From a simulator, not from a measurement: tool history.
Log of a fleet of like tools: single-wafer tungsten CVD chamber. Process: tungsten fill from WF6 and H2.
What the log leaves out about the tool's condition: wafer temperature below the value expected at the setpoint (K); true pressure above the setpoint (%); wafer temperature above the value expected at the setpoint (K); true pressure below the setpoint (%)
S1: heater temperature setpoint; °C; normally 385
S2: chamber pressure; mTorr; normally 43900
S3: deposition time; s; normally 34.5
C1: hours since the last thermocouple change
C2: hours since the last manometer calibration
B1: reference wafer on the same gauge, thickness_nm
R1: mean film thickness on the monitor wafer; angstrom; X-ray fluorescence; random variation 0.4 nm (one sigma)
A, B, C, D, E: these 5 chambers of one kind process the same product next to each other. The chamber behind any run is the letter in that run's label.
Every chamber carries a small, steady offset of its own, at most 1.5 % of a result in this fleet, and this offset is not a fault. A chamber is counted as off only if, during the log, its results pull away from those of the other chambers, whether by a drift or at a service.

Run 1B, hour 4.7: usual settings; C1 1048.8; C2 1923.6; B1 98.253. Result: R1 897.30 angstrom.
Run 2A, hour 8.8: usual settings; C1 1527.0; C2 52.8; B1 98.215. Result: R1 902.69 angstrom.
At hour 9.3: chamber B: capacitance manometer re-zeroed and calibrated.
Run 3C, hour 16.2: usual settings; C1 1419.7; C2 1130.2; B1 98.142. Result: R1 899.34 angstrom.
Run 4E, hour 23.5: usual settings; C1 911.7; C2 206.8; B1 98.291. Result: R1 904.01 angstrom.
Run 5D, hour 30.7: usual settings; C1 450.3; C2 1705.1; B1 98.226. Result: R1 904.49 angstrom.
Run 6B, hour 38.2: usual settings; C1 1082.3; C2 28.9; B1 98.287. Result: R1 892.13 angstrom.
Run 7D, hour 43.5: usual settings; C1 463.1; C2 1717.9; B1 98.314. Result: R1 920.10 angstrom.
Run 8C, hour 49.0: usual settings; C1 1452.5; C2 1163.0; B1 98.028. Result: R1 905.62 angstrom.
Run 9A, hour 54.3: usual settings but S2 53300 mTorr; C1 1572.5; C2 98.3; B1 98.230. Result: R1 992.80 angstrom.
Run 10E, hour 58.1: usual settings but S2 53300 mTorr; C1 946.3; C2 241.4; B1 98.199. Result: R1 984.32 angstrom.
Run 11D, hour 62.8: usual settings but S2 53300 mTorr; C1 482.4; C2 1737.2; B1 98.224. Result: R1 990.91 angstrom.
Run 12B, hour 70.4: usual settings but S2 53300 mTorr; C1 1114.5; C2 61.1; B1 98.174. Result: R1 978.12 angstrom.
Run 13C, hour 79.1: usual settings but S2 53300 mTorr; C1 1482.6; C2 1193.1; B1 98.244. Result: R1 984.44 angstrom.
Run 14E, hour 86.8: usual settings; C1 975.0; C2 270.1; B1 98.259. Result: R1 903.15 angstrom.
Run 15A, hour 91.6: usual settings; C1 1609.8; C2 135.6; B1 98.351. Result: R1 913.58 angstrom.
Run 16B, hour 99.0: usual settings; C1 1143.1; C2 89.7; B1 98.199. Result: R1 890.31 angstrom.
Run 17D, hour 106.2: usual settings; C1 525.8; C2 1780.6; B1 98.162. Result: R1 914.36 angstrom.
Run 18E, hour 113.4: usual settings; C1 1001.6; C2 296.7; B1 98.253. Result: R1 906.77 angstrom.
Run 19C, hour 117.4: usual settings; C1 1520.9; C2 1231.4; B1 98.140. Result: R1 901.85 angstrom.
Run 20A, hour 125.4: usual settings; C1 1643.6; C2 169.4; B1 98.144. Result: R1 906.23 angstrom.
Run 21D, hour 131.3: usual settings; C1 550.9; C2 1805.7; B1 98.244. Result: R1 910.89 angstrom.
Run 22A, hour 139.5: usual settings; C1 1657.7; C2 183.5; B1 98.286. Result: R1 915.20 angstrom.
Run 23C, hour 144.6: usual settings; C1 1548.1; C2 1258.6; B1 98.228. Result: R1 903.22 angstrom.
At hour 148.0: chamber A: thermocouple changed; heater temperature recalibrated.
Run 24E, hour 151.2: usual settings; C1 1039.4; C2 334.5; B1 98.149. Result: R1 900.38 angstrom.
Run 25B, hour 157.3: usual settings; C1 1201.4; C2 148.0; B1 98.239. Result: R1 892.83 angstrom.
Run 26B, hour 163.1: usual settings; C1 1207.2; C2 153.8; B1 98.304. Result: R1 896.96 angstrom.
Run 27D, hour 169.7: usual settings; C1 589.3; C2 1844.1; B1 98.176. Result: R1 909.81 angstrom.
Run 28C, hour 174.5: usual settings but S1 390 °C, S2 53300 mTorr; C1 1578.0; C2 1288.5; B1 98.121. Result: R1 1082.50 angstrom.
Run 29A, hour 180.8: usual settings but S1 390 °C, S2 53300 mTorr; C1 32.8; C2 224.8; B1 98.194. Result: R1 1051.50 angstrom.
Run 30E, hour 189.2: usual settings but S1 390 °C, S2 53300 mTorr; C1 1077.4; C2 372.5; B1 98.135. Result: R1 1087.20 angstrom.
Run 31D, hour 197.8: usual settings but S1 390 °C, S2 53300 mTorr; C1 617.4; C2 1872.2; B1 98.098. Result: R1 1093.10 angstrom.
Run 32A, hour 204.4: usual settings but S1 390 °C, S2 53300 mTorr; C1 56.4; C2 248.4; B1 98.306. Result: R1 1047.00 angstrom.
Run 33B, hour 209.2: usual settings; C1 1253.3; C2 199.9; B1 98.264. Result: R1 897.45 angstrom.
Run 34E, hour 216.7: usual settings; C1 1104.9; C2 400.0; B1 98.234. Result: R1 901.65 angstrom.
Run 35C, hour 224.1: usual settings but S2 37300 mTorr; C1 1627.6; C2 1338.1; B1 98.220. Result: R1 836.44 angstrom.
Run 36A, hour 231.8: usual settings but S2 37300 mTorr; C1 83.8; C2 275.8; B1 98.193. Result: R1 807.85 angstrom.
Run 37C, hour 236.6: usual settings but S2 37300 mTorr; C1 1640.1; C2 1350.6; B1 98.211. Result: R1 837.19 angstrom.
Run 38E, hour 244.6: usual settings but S2 37300 mTorr; C1 1132.8; C2 427.9; B1 98.206. Result: R1 829.15 angstrom.

Next, every chamber runs the same settings. What will each give?
Run 39A, hour 250.9: usual settings but S3 39.0 s. Result: R1 ?.
Run 39B, hour 250.9: usual settings but S3 39.0 s. Result: R1 ?.
Run 39C, hour 250.9: usual settings but S3 39.0 s. Result: R1 ?.
Run 39D, hour 250.9: usual settings but S3 39.0 s. Result: R1 ?.
Run 39E, hour 250.9: usual settings but S3 39.0 s. Result: R1 ?.

run       R1
39A   985.17
39B  1018.50
39C  1017.10
39D  1027.60
39E  1020.10

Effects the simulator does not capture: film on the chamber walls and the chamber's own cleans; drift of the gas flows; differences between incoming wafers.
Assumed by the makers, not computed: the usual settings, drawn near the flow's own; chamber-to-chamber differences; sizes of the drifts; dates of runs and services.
